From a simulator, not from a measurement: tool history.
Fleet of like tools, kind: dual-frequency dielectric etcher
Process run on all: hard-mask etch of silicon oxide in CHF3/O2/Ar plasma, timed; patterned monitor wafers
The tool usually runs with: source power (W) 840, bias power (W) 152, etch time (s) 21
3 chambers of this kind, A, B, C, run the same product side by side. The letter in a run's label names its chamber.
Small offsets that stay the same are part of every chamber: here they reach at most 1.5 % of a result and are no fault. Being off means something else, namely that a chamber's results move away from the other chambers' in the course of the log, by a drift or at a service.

run,hour,source power (W),bias power (W),etch time (s),hours since the last wet clean,hours since the last source power generator calibration,hours since the last bias power generator calibration,"read-back reference wafer on the same gauge, depth_nm",mean etch depth across the wafer (angstrom)
1A,12.4,840,152,21,13.3,2771.3,1207.5,50.182,442.96
2B,20.4,840,152,21,31.1,1971.5,3356.3,50.185,448.09
3C,27.5,840,152,21,42.2,3259.1,496.1,50.187,446.29
4B,33.1,840,152,21,43.8,1984.2,3369,50.183,449.11
5C,45,840,152,21,59.7,3276.6,513.6,50.162,446.77
6A,52.1,840,152,21,53,2811,1247.2,50.143,443.39
7A,62.2,840,152,21,63.1,2821.1,1257.3,50.176,441.18
# hour 63.3: chamber B: source power generator calibrated
8C,69.2,840,174,17,83.9,3300.8,537.8,50.145,378.1
9B,80.5,840,174,17,91.2,17.2,3416.4,50.138,379.42
10B,85.9,840,174,17,96.6,22.6,3421.8,50.131,379.27
11A,96.7,840,152,21,97.6,2855.6,1291.8,50.131,441.04
12C,102.5,840,138,25.5,117.2,3334.1,571.1,50.13,524.73
13B,109.1,840,138,25.5,119.8,45.8,3445,50.113,528.5
14C,115.9,840,138,25.5,130.6,3347.5,584.5,50.126,524.68
15A,123.1,840,152,21,124,2882,1318.2,50.11,441.96
16A,132.8,840,152,21,133.7,2891.7,1327.9,50.116,442.11
17B,144.4,840,152,21,155.1,81.1,3480.3,50.088,448.4
18C,151.2,840,152,21,165.9,3382.8,619.8,50.095,445.8
19B,162.9,840,152,21,173.6,99.6,3498.8,50.099,447.11
20C,173.3,840,152,21,188,3404.9,641.9,50.078,444.49
21A,179.1,840,152,21,180,2938,1374.2,50.075,440.95
22C,186.6,840,152,21,201.3,3418.2,655.2,50.05,445.26
23A,193.6,840,152,21,194.5,2952.5,1388.7,50.043,441.08
24B,204.7,840,152,21,215.4,141.4,3540.6,50.057,448.15
25C,213.6,840,152,21,228.3,3445.2,682.2,50.068,444.76
26B,224.4,840,152,21,235.1,161.1,3560.3,50.041,447.68
27A,235.5,840,152,21,236.4,2994.4,1430.6,50.039,441.74
28C,242.2,840,152,21,256.9,3473.8,710.8,50.022,444.36
29A,251.4,840,152,21,252.3,3010.3,1446.5,50.014,440.27
30B,260.1,840,152,21,270.8,196.8,3596,50.015,447.11
31B,267.4,840,152,21,278.1,204.1,3603.3,50.007,446.12
32A,276.4,770,152,24.5,277.3,3035.3,1471.5,50.012,496.5
# hour 282.1: chamber A: source power generator calibrated
33C,285.9,770,152,24.5,300.6,3517.5,754.5,49.996,501.77
34B,296.6,770,152,24.5,307.3,233.3,3632.5,49.997,503.84
35A,302.9,840,152,21,303.8,20.8,1498,49.989,440.58
36C,314,840,152,21,328.7,3545.6,782.6,49.975,443.59
37C,319.4,840,152,21,334.1,3551,788,49.966,445.62
38A,325.7,840,152,23,326.6,43.6,1520.8,49.965,482
# hour 326.5: chamber B: wet clean of the chamber
39B,333.9,840,152,23,7.4,270.6,3669.8,49.968,489.15
40B,340,840,152,23,13.5,276.7,3675.9,49.947,488.63
41C,345.9,840,152,21,360.6,3577.5,814.5,49.947,444.33

Which is it: a chamber that has drifted or been left off by a service, a gauge drift common to all chambers, or only each chamber's usual small offset? If a chamber is off, name it and its likeliest cause.

None of the chambers is off. What moves is the gauge, dragging all their readings along together.
Cause: gauge reads low (%) = 0.51.

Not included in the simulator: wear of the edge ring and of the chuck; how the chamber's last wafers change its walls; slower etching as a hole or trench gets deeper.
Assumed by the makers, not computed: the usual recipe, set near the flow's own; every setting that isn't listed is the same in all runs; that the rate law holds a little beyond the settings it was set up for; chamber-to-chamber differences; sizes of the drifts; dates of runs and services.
